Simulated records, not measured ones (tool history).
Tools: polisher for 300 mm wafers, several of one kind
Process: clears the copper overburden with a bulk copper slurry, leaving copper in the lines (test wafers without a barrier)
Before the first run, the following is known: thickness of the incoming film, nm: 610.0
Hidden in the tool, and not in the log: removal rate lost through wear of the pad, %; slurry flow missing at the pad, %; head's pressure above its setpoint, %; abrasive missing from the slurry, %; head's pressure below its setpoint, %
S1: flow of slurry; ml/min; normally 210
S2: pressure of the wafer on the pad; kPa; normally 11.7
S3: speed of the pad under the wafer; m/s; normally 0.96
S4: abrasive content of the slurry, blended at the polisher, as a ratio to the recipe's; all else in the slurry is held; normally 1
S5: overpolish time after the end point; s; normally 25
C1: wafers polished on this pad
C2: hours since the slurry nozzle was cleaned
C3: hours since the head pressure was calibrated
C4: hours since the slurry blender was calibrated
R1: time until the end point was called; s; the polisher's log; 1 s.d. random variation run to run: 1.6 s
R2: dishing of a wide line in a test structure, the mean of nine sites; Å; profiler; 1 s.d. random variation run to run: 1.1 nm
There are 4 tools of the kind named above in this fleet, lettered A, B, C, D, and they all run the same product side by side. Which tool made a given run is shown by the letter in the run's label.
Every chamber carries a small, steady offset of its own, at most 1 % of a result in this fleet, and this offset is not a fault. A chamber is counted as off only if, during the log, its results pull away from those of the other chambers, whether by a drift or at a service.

run   hour   S1    S2    S3  S4  S5    C1     C2      C3     C4      R1      R2
 1A    7.5  210  11.7  0.96   1  25   829  256.9   766.9     24  102.03  580.78
      11.2  -- chamber B: slurry blender recalibrated
 2B   13.6  210  11.7  0.96   1  25   411  347.7   623.2    2.5  102.93  617.18
      22.1  -- chamber D: worn pad replaced by a new one
 3D   23.2  210  11.7  0.96   1  25     9   79.5  1354.3   73.4  104.76   591.5
      25.3  -- chamber A: worn pad replaced by a new one
 4C   29.5  210  11.7  0.96   1  25  1222   93.6   543.7  194.7  106.92  581.88
 5C   37.3  210  11.7  0.96   1  25  1288  101.4   551.5  202.5  105.91  592.56
      42.1  -- chamber B: head pressure recalibrated
      42.5  -- chamber C: worn pad replaced by a new one
 6A   45.4  210  11.7  0.96   1  25   172  294.8   804.8   61.9  103.81  589.25
 7D   53.4  210  11.7  0.96   1  25   267  109.7  1384.5  103.6  107.13  589.66
      58.1  -- chamber B: slurry nozzle cleaned
 8B   62.8  210  11.7  0.96   1  25   830    4.7    20.8   51.7  106.25  580.22
      63.7  -- chamber D: head pressure recalibrated
 9D   69.5  210  11.7  0.96   1  25   404  125.8     5.9  119.7  118.52  538.33
      73.1  -- chamber B: worn pad replaced by a new one
10C   75.5  210  11.7  0.96   1  25   281  139.6   589.7  240.7  105.83  584.85
11A     83  210  11.7  0.96   1  25   492  332.4   842.4   99.5  106.47   592.7
      90.8  -- chamber D: slurry blender recalibrated
12B   91.8  210  11.7  0.96   1  25   159   33.7    49.8   80.7  104.22  598.51
13A   99.1  210  11.7  0.96   1  25   629  348.5   858.5  115.6  103.44  584.32
       101  -- chamber D: worn pad replaced by a new one
     101.4  -- chamber C: slurry blender recalibrated
14B  107.1  210  11.7  0.96   1  25   290     49    65.1     96   103.5  602.75
15D  113.2  210  11.7  0.96   1  25   104  169.5    49.6   22.5  117.19   557.2
16C  122.7  210  11.7  0.96   1  25   683  186.8   636.9   21.3  107.18  603.63
     123.8  -- chamber A: worn pad replaced by a new one
17D  129.7  210  11.7  0.96   1  25   245    186    66.1     39  116.51  561.61
18C  138.6  210  11.7  0.96   1  25   819  202.7   652.8   37.2  104.84  586.38
     143.9  -- chamber A: slurry blender recalibrated
19A  143.9  210  11.7  0.96   1  25   171  393.3   903.3      0  105.65  597.96
     147.6  -- chamber C: head pressure recalibrated
20B  149.3  210  11.7  0.96   1  25   649   91.2   107.3  138.2  103.95  595.21
21C  154.7  210  11.7  0.96   1  25   956  218.8     7.1   53.3  102.66  569.09
22B  162.7  210  11.7  0.96   1  25   763  104.6   120.7  151.6  103.02  576.52
     167.8  -- chamber A: slurry nozzle cleaned
23A  168.6  210  11.7  0.96   1  25   381    0.8     928   24.7  103.11  590.51
24D  174.1  210  11.7  0.96   1  25   623  230.4   110.5   83.4   113.5  560.77
25D  179.1  210  11.7  0.96   1  25   666  235.4   115.5   88.4  114.99     572
26C  185.6  210  11.7  0.96   1  25  1219  249.7      38   84.2  104.87  590.83
27A  193.2  210  13.1  1.28   1  25   591   25.4   952.6   49.3  70.292   723.8

All 4 chambers run these settings next. Forecast each chamber's results:
28A  200.9  210  11.7  0.96   1  25                   ?   ?
28B  200.9  210  11.7  0.96   1  25                   ?   ?
28C  200.9  210  11.7  0.96   1  25                   ?   ?
28D  200.9  210  11.7  0.96   1  25                   ?   ?

run      R1      R2
28A  104.35  604.65
28B   102.9  601.02
28C  105.68  580.36
28D  113.38  547.51
